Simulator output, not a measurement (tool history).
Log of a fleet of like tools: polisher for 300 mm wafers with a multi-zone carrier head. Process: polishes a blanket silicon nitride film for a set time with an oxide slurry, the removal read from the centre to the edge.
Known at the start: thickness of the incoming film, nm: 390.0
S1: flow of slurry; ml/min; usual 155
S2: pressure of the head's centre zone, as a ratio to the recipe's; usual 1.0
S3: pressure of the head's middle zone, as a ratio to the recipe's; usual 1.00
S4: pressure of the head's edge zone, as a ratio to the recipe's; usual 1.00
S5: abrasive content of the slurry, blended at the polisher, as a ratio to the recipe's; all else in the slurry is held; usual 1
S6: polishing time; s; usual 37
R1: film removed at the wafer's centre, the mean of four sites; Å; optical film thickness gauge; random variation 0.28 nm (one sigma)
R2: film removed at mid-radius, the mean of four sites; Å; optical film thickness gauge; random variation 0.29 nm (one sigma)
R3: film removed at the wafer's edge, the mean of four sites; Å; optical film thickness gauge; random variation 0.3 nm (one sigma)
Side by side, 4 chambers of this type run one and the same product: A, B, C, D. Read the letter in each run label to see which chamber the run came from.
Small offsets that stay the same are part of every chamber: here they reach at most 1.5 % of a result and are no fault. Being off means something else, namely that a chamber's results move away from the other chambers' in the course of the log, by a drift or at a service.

{"run": "1B", "hour": 3.4, "S1": 155, "S2": 1.0, "S3": 1.0, "S4": 1.0, "S5": 1, "S6": 37, "R1": 210.28, "R2": 212.64, "R3": 202.64}
{"run": "2A", "hour": 8.0, "S1": 155, "S2": 1.0, "S3": 1.0, "S4": 1.0, "S5": 1, "S6": 37, "R1": 198.88, "R2": 208.05, "R3": 208.58}
{"run": "3D", "hour": 12.9, "S1": 155, "S2": 1.0, "S3": 1.0, "S4": 1.0, "S5": 1, "S6": 37, "R1": 201.91, "R2": 209.72, "R3": 204.4}
{"run": "4C", "hour": 16.9, "S1": 155, "S2": 1.0, "S3": 1.0, "S4": 1.0, "S5": 1, "S6": 37, "R1": 205.5, "R2": 209.04, "R3": 206.4}
{"run": "5B", "hour": 21.5, "S1": 155, "S2": 1.0, "S3": 1.0, "S4": 1.0, "S5": 1, "S6": 37, "R1": 210.38, "R2": 208.88, "R3": 213.08}
{"hour": 21.9, "done": "chamber B: worn pad replaced by a new one"}
{"hour": 26.4, "done": "chamber C: worn pad replaced by a new one"}
{"run": "6D", "hour": 26.4, "S1": 155, "S2": 1.0, "S3": 1.0, "S4": 1.0, "S5": 1, "S6": 37, "R1": 206.9, "R2": 204.8, "R3": 203.66}
{"run": "7A", "hour": 31.5, "S1": 155, "S2": 1.0, "S3": 1.0, "S4": 1.0, "S5": 1, "S6": 37, "R1": 205.06, "R2": 199.2, "R3": 212.38}
{"run": "8C", "hour": 37.2, "S1": 155, "S2": 1.0, "S3": 1.0, "S4": 1.05, "S5": 1, "S6": 37, "R1": 205.21, "R2": 204.23, "R3": 208.36}
{"hour": 38.5, "done": "chamber D: worn pad replaced by a new one"}
{"run": "9A", "hour": 41.6, "S1": 155, "S2": 1.0, "S3": 1.0, "S4": 1.05, "S5": 1, "S6": 37, "R1": 202.39, "R2": 205.66, "R3": 213.31}
{"run": "10C", "hour": 45.0, "S1": 155, "S2": 1.0, "S3": 1.0, "S4": 1.05, "S5": 1, "S6": 37, "R1": 200.6, "R2": 200.07, "R3": 212.15}
{"run": "11D", "hour": 47.9, "S1": 155, "S2": 1.0, "S3": 1.0, "S4": 1.05, "S5": 1, "S6": 37, "R1": 204.5, "R2": 206.15, "R3": 215.04}
{"run": "12B", "hour": 50.7, "S1": 155, "S2": 1.0, "S3": 1.0, "S4": 1.0, "S5": 1, "S6": 37, "R1": 206.54, "R2": 207.18, "R3": 205.17}
{"hour": 52.3, "done": "chamber A: worn pad replaced by a new one"}
{"run": "13A", "hour": 55.8, "S1": 155, "S2": 1.0, "S3": 1.0, "S4": 1.0, "S5": 1, "S6": 37, "R1": 203.16, "R2": 204.61, "R3": 205.77}
{"run": "14C", "hour": 60.4, "S1": 155, "S2": 1.0, "S3": 1.0, "S4": 1.0, "S5": 1, "S6": 37, "R1": 208.46, "R2": 207.01, "R3": 208.13}
{"run": "15D", "hour": 64.2, "S1": 155, "S2": 1.0, "S3": 1.0, "S4": 1.0, "S5": 1, "S6": 37, "R1": 204.96, "R2": 202.2, "R3": 204.77}
{"run": "16B", "hour": 69.5, "S1": 155, "S2": 1.1, "S3": 1.04, "S4": 1.0, "S5": 1, "S6": 37, "R1": 229.18, "R2": 210.06, "R3": 201.55}
{"run": "17D", "hour": 72.2, "S1": 155, "S2": 1.1, "S3": 1.04, "S4": 1.0, "S5": 1, "S6": 37, "R1": 229.15, "R2": 206.67, "R3": 202.15}
{"run": "18A", "hour": 76.4, "S1": 155, "S2": 1.1, "S3": 1.04, "S4": 1.0, "S5": 1, "S6": 37, "R1": 221.26, "R2": 210.45, "R3": 210.44}
{"hour": 78.5, "done": "chamber B: worn pad replaced by a new one"}
{"run": "19B", "hour": 81.7, "S1": 155, "S2": 1.1, "S3": 1.04, "S4": 1.0, "S5": 1, "S6": 37, "R1": 226.79, "R2": 220.27, "R3": 206.49}
{"run": "20C", "hour": 84.4, "S1": 155, "S2": 1.0, "S3": 1.0, "S4": 1.0, "S5": 1, "S6": 37, "R1": 203.23, "R2": 201.99, "R3": 202.66}
{"run": "21B", "hour": 87.9, "S1": 155, "S2": 1.0, "S3": 1.0, "S4": 1.0, "S5": 1, "S6": 37, "R1": 210.43, "R2": 203.53, "R3": 198.63}
{"run": "22C", "hour": 90.7, "S1": 155, "S2": 1.0, "S3": 1.0, "S4": 1.0, "S5": 1, "S6": 37, "R1": 207.41, "R2": 202.56, "R3": 201.17}
{"hour": 92.0, "done": "chamber B: edge zone pressure recalibrated"}
{"run": "23A", "hour": 93.8, "S1": 155, "S2": 1.0, "S3": 1.0, "S4": 1.0, "S5": 1, "S6": 37, "R1": 209.11, "R2": 203.64, "R3": 204.95}
{"run": "24D", "hour": 98.5, "S1": 155, "S2": 1.0, "S3": 1.0, "S4": 1.0, "S5": 1, "S6": 37, "R1": 198.62, "R2": 197.94, "R3": 200.73}
{"run": "25C", "hour": 101.3, "S1": 155, "S2": 1.0, "S3": 1.0, "S4": 1.0, "S5": 1, "S6": 37, "R1": 208.64, "R2": 205.56, "R3": 209.97}
{"run": "26D", "hour": 105.3, "S1": 155, "S2": 1.0, "S3": 1.0, "S4": 1.0, "S5": 1, "S6": 37, "R1": 196.54, "R2": 192.32, "R3": 199.44}
{"run": "27A", "hour": 110.8, "S1": 155, "S2": 1.0, "S3": 1.0, "S4": 1.0, "S5": 1, "S6": 37, "R1": 199.18, "R2": 200.1, "R3": 202.23}
{"hour": 113.2, "done": "chamber A: worn pad replaced by a new one"}
{"run": "28B", "hour": 114.1, "S1": 155, "S2": 1.0, "S3": 1.0, "S4": 1.0, "S5": 1, "S6": 37, "R1": 199.29, "R2": 204.97, "R3": 207.15}
{"run": "29D", "hour": 118.5, "S1": 155, "S2": 1.0, "S3": 1.0, "S4": 1.0, "S5": 1, "S6": 37, "R1": 198.23, "R2": 196.06, "R3": 195.71}
{"run": "30A", "hour": 122.2, "S1": 155, "S2": 1.0, "S3": 1.0, "S4": 1.0, "S5": 1, "S6": 37, "R1": 206.95, "R2": 201.66, "R3": 206.47}
{"hour": 123.7, "done": "chamber B: slurry nozzle cleaned"}
{"run": "31B", "hour": 126.0, "S1": 155, "S2": 1.0, "S3": 1.0, "S4": 1.0, "S5": 1, "S6": 37, "R1": 206.37, "R2": 201.32, "R3": 212.99}
{"run": "32C", "hour": 130.3, "S1": 155, "S2": 1.0, "S3": 1.0, "S4": 1.0, "S5": 1, "S6": 37, "R1": 205.13, "R2": 204.13, "R3": 202.91}
{"hour": 131.9, "done": "chamber B: worn pad replaced by a new one"}
{"run": "33C", "hour": 134.0, "S1": 155, "S2": 1.0, "S3": 1.0, "S4": 1.0, "S5": 1, "S6": 37, "R1": 206.63, "R2": 210.55, "R3": 206.42}
{"hour": 135.2, "done": "chamber D: worn pad replaced by a new one"}
{"run": "34B", "hour": 139.0, "S1": 155, "S2": 1.0, "S3": 1.0, "S4": 1.0, "S5": 1, "S6": 37, "R1": 212.2, "R2": 204.35, "R3": 201.2}
{"run": "35D", "hour": 142.4, "S1": 155, "S2": 1.0, "S3": 1.0, "S4": 1.0, "S5": 1, "S6": 37, "R1": 186.65, "R2": 193.15, "R3": 199.04}
{"hour": 142.9, "done": "chamber C: worn pad replaced by a new one"}
{"run": "36A", "hour": 145.7, "S1": 155, "S2": 1.0, "S3": 1.0, "S4": 1.0, "S5": 1, "S6": 37, "R1": 201.31, "R2": 202.51, "R3": 204.27}
{"run": "37B", "hour": 148.2, "S1": 155, "S2": 1.0, "S3": 1.0, "S4": 1.0, "S5": 1, "S6": 37, "R1": 208.5, "R2": 206.26, "R3": 208.55}
{"run": "38A", "hour": 152.7, "S1": 155, "S2": 1.0, "S3": 1.0, "S4": 1.0, "S5": 1, "S6": 37, "R1": 203.4, "R2": 203.14, "R3": 208.49}
{"run": "39C", "hour": 155.4, "S1": 155, "S2": 1.0, "S3": 1.0, "S4": 1.0, "S5": 1, "S6": 37, "R1": 209.26, "R2": 200.22, "R3": 199.57}
{"hour": 160.1, "done": "chamber D: centre zone pressure recalibrated"}
{"run": "40D", "hour": 160.3, "S1": 155, "S2": 1.0, "S3": 1.0, "S4": 1.0, "S5": 1, "S6": 37, "R1": 188.45, "R2": 190.59, "R3": 196.27}

Does one chamber stand apart from the rest, does the shared gauge drift, or is all well apart from small per-chamber offsets? Give the chamber and the most likely cause, where there is one.

It is chamber D that slowly wanders off from its peers.
Likeliest cause: slurry flow missing at the pad, % = 34.1.

Here are 4 candidates for chamber D's next run, each the usual settings with a change, their results left as question marks. Which one brings its results back in line with what the others give on the usual settings?
In-line tolerance around the mean of the other chambers on the usual settings: R1 9.90 Å; R2 10.00 Å; R3 11.00 Å
{"run": "41D-1", "hour": 164.4, "S1": 145, "S2": 0.95, "S3": 0.98, "S4": 1.03, "S5": 0.95, "S6": 34, "R1": "?", "R2": "?", "R3": "?"}
{"run": "41D-2", "hour": 164.4, "S1": 170, "S2": 1.05, "S3": 1.02, "S4": 0.97, "S5": 1.05, "S6": 41, "R1": "?", "R2": "?", "R3": "?"}
{"run": "41D-3", "hour": 164.4, "S1": 160, "S2": 1.03, "S3": 1.01, "S4": 0.98, "S5": 1.0, "S6": 39, "R1": "?", "R2": "?", "R3": "?"}
{"run": "41D-4", "hour": 164.4, "S1": 150, "S2": 0.97, "S3": 0.99, "S4": 1.02, "S5": 1.0, "S6": 35, "R1": "?", "R2": "?", "R3": "?"}

Mean of the other chambers on the usual settings: R1 205.76 Å; R2 204.99 Å; R3 205.87 Å
run=41D-1 R1=153.53 R2=162.35 R3=172.47
run=41D-2 R1=226.93 R2=221.69 R3=216.94
run=41D-3 R1=203.20 R2=201.35 R3=200.87
run=41D-4 R1=167.39 R2=174.36 R3=181.97
The answer is 41D-3, which returns the chamber to within the allowed miss of the others.

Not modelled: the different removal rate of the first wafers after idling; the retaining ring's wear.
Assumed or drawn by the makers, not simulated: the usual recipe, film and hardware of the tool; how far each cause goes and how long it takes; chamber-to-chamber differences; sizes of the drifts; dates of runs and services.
